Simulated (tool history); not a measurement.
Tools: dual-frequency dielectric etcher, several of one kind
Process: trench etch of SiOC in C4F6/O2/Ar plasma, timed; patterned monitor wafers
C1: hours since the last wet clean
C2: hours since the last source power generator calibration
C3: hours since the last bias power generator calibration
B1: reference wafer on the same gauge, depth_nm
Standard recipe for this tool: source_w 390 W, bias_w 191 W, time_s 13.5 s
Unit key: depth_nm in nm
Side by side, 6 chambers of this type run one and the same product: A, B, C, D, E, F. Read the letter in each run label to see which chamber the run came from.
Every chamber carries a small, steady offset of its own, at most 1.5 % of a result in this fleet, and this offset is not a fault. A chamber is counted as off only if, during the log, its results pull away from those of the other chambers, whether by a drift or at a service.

{"run": "1E", "hour": 14.6, "source_w": 390, "bias_w": 191, "time_s": 13.5, "C1": 350.4, "C2": 481.2, "C3": 1500.8, "B1": 31.751, "depth_nm": 28.329}
{"run": "2C", "hour": 24.2, "source_w": 390, "bias_w": 191, "time_s": 13.5, "C1": 263.8, "C2": 456.1, "C3": 695.4, "B1": 31.669, "depth_nm": 28.256}
{"run": "3D", "hour": 36.8, "source_w": 390, "bias_w": 191, "time_s": 13.5, "C1": 161.4, "C2": 189.8, "C3": 3439.0, "B1": 31.627, "depth_nm": 28.278}
{"run": "4F", "hour": 51.1, "source_w": 390, "bias_w": 191, "time_s": 13.5, "C1": 137.3, "C2": 3686.7, "C3": 339.8, "B1": 31.685, "depth_nm": 28.641}
{"run": "5B", "hour": 64.1, "source_w": 390, "bias_w": 191, "time_s": 13.5, "C1": 363.7, "C2": 1852.8, "C3": 1218.0, "B1": 31.665, "depth_nm": 28.282}
{"run": "6A", "hour": 78.4, "source_w": 390, "bias_w": 191, "time_s": 13.5, "C1": 457.6, "C2": 1859.0, "C3": 1341.1, "B1": 31.723, "depth_nm": 28.415}
{"run": "7A", "hour": 85.9, "source_w": 390, "bias_w": 191, "time_s": 13.5, "C1": 465.1, "C2": 1866.5, "C3": 1348.6, "B1": 31.776, "depth_nm": 28.116}
{"run": "8E", "hour": 94.1, "source_w": 390, "bias_w": 191, "time_s": 13.5, "C1": 429.9, "C2": 560.7, "C3": 1580.3, "B1": 31.638, "depth_nm": 28.548}
{"run": "9D", "hour": 106.7, "source_w": 390, "bias_w": 191, "time_s": 13.5, "C1": 231.3, "C2": 259.7, "C3": 3508.9, "B1": 31.691, "depth_nm": 28.262}
{"run": "10C", "hour": 113.2, "source_w": 390, "bias_w": 191, "time_s": 13.5, "C1": 352.8, "C2": 545.1, "C3": 784.4, "B1": 31.609, "depth_nm": 27.93}
{"hour": 118.2, "done": "chamber C: wet clean of the chamber"}
{"run": "11F", "hour": 125.9, "source_w": 390, "bias_w": 191, "time_s": 13.5, "C1": 212.1, "C2": 3761.5, "C3": 414.6, "B1": 31.725, "depth_nm": 28.64}
{"run": "12B", "hour": 134.3, "source_w": 390, "bias_w": 191, "time_s": 13.5, "C1": 433.9, "C2": 1923.0, "C3": 1288.2, "B1": 31.712, "depth_nm": 27.786}
{"run": "13A", "hour": 147.1, "source_w": 390, "bias_w": 191, "time_s": 13.5, "C1": 526.3, "C2": 1927.7, "C3": 1409.8, "B1": 31.696, "depth_nm": 28.903}
{"hour": 154.9, "done": "chamber B: source power generator calibrated"}
{"hour": 158.7, "done": "chamber E: wet clean of the chamber"}
{"run": "14F", "hour": 160.2, "source_w": 360, "bias_w": 191, "time_s": 13.5, "C1": 246.4, "C2": 3795.8, "C3": 448.9, "B1": 31.708, "depth_nm": 27.922}
{"run": "15D", "hour": 169.7, "source_w": 360, "bias_w": 191, "time_s": 13.5, "C1": 294.3, "C2": 322.7, "C3": 3571.9, "B1": 31.692, "depth_nm": 27.6}
{"run": "16C", "hour": 177.6, "source_w": 360, "bias_w": 191, "time_s": 13.5, "C1": 59.4, "C2": 609.5, "C3": 848.8, "B1": 31.687, "depth_nm": 27.373}
{"run": "17B", "hour": 188.3, "source_w": 360, "bias_w": 191, "time_s": 13.5, "C1": 487.9, "C2": 33.4, "C3": 1342.2, "B1": 31.714, "depth_nm": 27.385}
{"hour": 198.1, "done": "chamber B: wet clean of the chamber"}
{"run": "18E", "hour": 200.7, "source_w": 360, "bias_w": 191, "time_s": 13.5, "C1": 42.1, "C2": 667.3, "C3": 1686.9, "B1": 31.77, "depth_nm": 27.797}
{"hour": 209.5, "done": "chamber A: wet clean of the chamber"}
{"run": "19A", "hour": 211.4, "source_w": 360, "bias_w": 191, "time_s": 13.5, "C1": 1.9, "C2": 1992.0, "C3": 1474.1, "B1": 31.68, "depth_nm": 28.097}
{"run": "20B", "hour": 223.2, "source_w": 390, "bias_w": 191, "time_s": 13.5, "C1": 25.2, "C2": 68.3, "C3": 1377.1, "B1": 31.704, "depth_nm": 26.952}
{"run": "21F", "hour": 233.1, "source_w": 390, "bias_w": 191, "time_s": 13.5, "C1": 319.3, "C2": 3868.7, "C3": 521.8, "B1": 31.718, "depth_nm": 28.553}
{"run": "22E", "hour": 239.5, "source_w": 390, "bias_w": 191, "time_s": 13.5, "C1": 80.9, "C2": 706.1, "C3": 1725.7, "B1": 31.708, "depth_nm": 28.602}
{"run": "23C", "hour": 248.0, "source_w": 390, "bias_w": 191, "time_s": 13.5, "C1": 129.8, "C2": 679.9, "C3": 919.2, "B1": 31.678, "depth_nm": 28.441}
{"run": "24D", "hour": 260.1, "source_w": 390, "bias_w": 233, "time_s": 13.5, "C1": 384.7, "C2": 413.1, "C3": 3662.3, "B1": 31.673, "depth_nm": 30.136}
{"hour": 265.2, "done": "chamber A: source power generator calibrated"}
{"run": "25D", "hour": 267.9, "source_w": 390, "bias_w": 233, "time_s": 13.5, "C1": 392.5, "C2": 420.9, "C3": 3670.1, "B1": 31.673, "depth_nm": 29.934}
{"run": "26C", "hour": 274.5, "source_w": 390, "bias_w": 233, "time_s": 13.5, "C1": 156.3, "C2": 706.4, "C3": 945.7, "B1": 31.729, "depth_nm": 29.491}
{"run": "27A", "hour": 286.1, "source_w": 390, "bias_w": 233, "time_s": 13.5, "C1": 76.6, "C2": 20.9, "C3": 1548.8, "B1": 31.691, "depth_nm": 30.769}
{"run": "28B", "hour": 297.0, "source_w": 390, "bias_w": 233, "time_s": 13.5, "C1": 99.0, "C2": 142.1, "C3": 1450.9, "B1": 31.652, "depth_nm": 28.558}
{"run": "29E", "hour": 308.9, "source_w": 390, "bias_w": 233, "time_s": 13.5, "C1": 150.3, "C2": 775.5, "C3": 1795.1, "B1": 31.708, "depth_nm": 30.519}
{"run": "30F", "hour": 322.5, "source_w": 390, "bias_w": 191, "time_s": 13.5, "C1": 408.7, "C2": 3958.1, "C3": 611.2, "B1": 31.71, "depth_nm": 28.489}
{"run": "31A", "hour": 333.5, "source_w": 390, "bias_w": 191, "time_s": 13.5, "C1": 124.0, "C2": 68.3, "C3": 1596.2, "B1": 31.649, "depth_nm": 28.663}
{"run": "32D", "hour": 344.5, "source_w": 390, "bias_w": 191, "time_s": 13.5, "C1": 469.1, "C2": 497.5, "C3": 3746.7, "B1": 31.74, "depth_nm": 28.476}
{"run": "33E", "hour": 353.5, "source_w": 390, "bias_w": 191, "time_s": 13.5, "C1": 194.9, "C2": 820.1, "C3": 1839.7, "B1": 31.675, "depth_nm": 28.737}
{"run": "34F", "hour": 362.8, "source_w": 390, "bias_w": 191, "time_s": 13.5, "C1": 449.0, "C2": 3998.4, "C3": 651.5, "B1": 31.723, "depth_nm": 28.498}
{"run": "35B", "hour": 371.2, "source_w": 390, "bias_w": 191, "time_s": 13.5, "C1": 173.2, "C2": 216.3, "C3": 1525.1, "B1": 31.686, "depth_nm": 26.521}
{"run": "36C", "hour": 382.0, "source_w": 390, "bias_w": 191, "time_s": 13.5, "C1": 263.8, "C2": 813.9, "C3": 1053.2, "B1": 31.665, "depth_nm": 28.207}
{"run": "37E", "hour": 393.7, "source_w": 390, "bias_w": 166, "time_s": 16.0, "C1": 235.1, "C2": 860.3, "C3": 1879.9, "B1": 31.693, "depth_nm": 32.355}
{"run": "38A", "hour": 407.5, "source_w": 390, "bias_w": 166, "time_s": 16.0, "C1": 198.0, "C2": 142.3, "C3": 1670.2, "B1": 31.693, "depth_nm": 32.996}

Which is it: a chamber that has drifted or been left off by a service, a gauge drift common to all chambers, or only each chamber's usual small offset? If a chamber is off, name it and its likeliest cause.

Chamber B has stood off from the others ever since a service on it.
Likeliest cause: etch rate under this chamber's usual, % = 3.77.

Below are 4 candidate recipes for chamber B's next run, each the usual settings with a change, their results shown as question marks. Which of them brings B's results back in line with what the other chambers give on the usual settings?
Allowed miss from the other chambers' usual-settings mean, per result, to count as in line: depth_nm 0.660 nm
{"run": "39B-1", "hour": 418.1, "source_w": 500, "bias_w": 191, "time_s": 13.5, "depth_nm": "?"}
{"run": "39B-2", "hour": 418.1, "source_w": 420, "bias_w": 204, "time_s": 13.5, "depth_nm": "?"}
{"run": "39B-3", "hour": 418.1, "source_w": 330, "bias_w": 166, "time_s": 13.5, "depth_nm": "?"}
{"run": "39B-4", "hour": 418.1, "source_w": 390, "bias_w": 159, "time_s": 13.5, "depth_nm": "?"}

Average result of the remaining chambers running the usual settings: depth_nm 28.440 nm
run=39B-1 depth_nm=29.635
run=39B-2 depth_nm=28.260
run=39B-3 depth_nm=24.060
run=39B-4 depth_nm=25.366
39B-2 is the one that brings the chamber's results back in line with the other chambers.
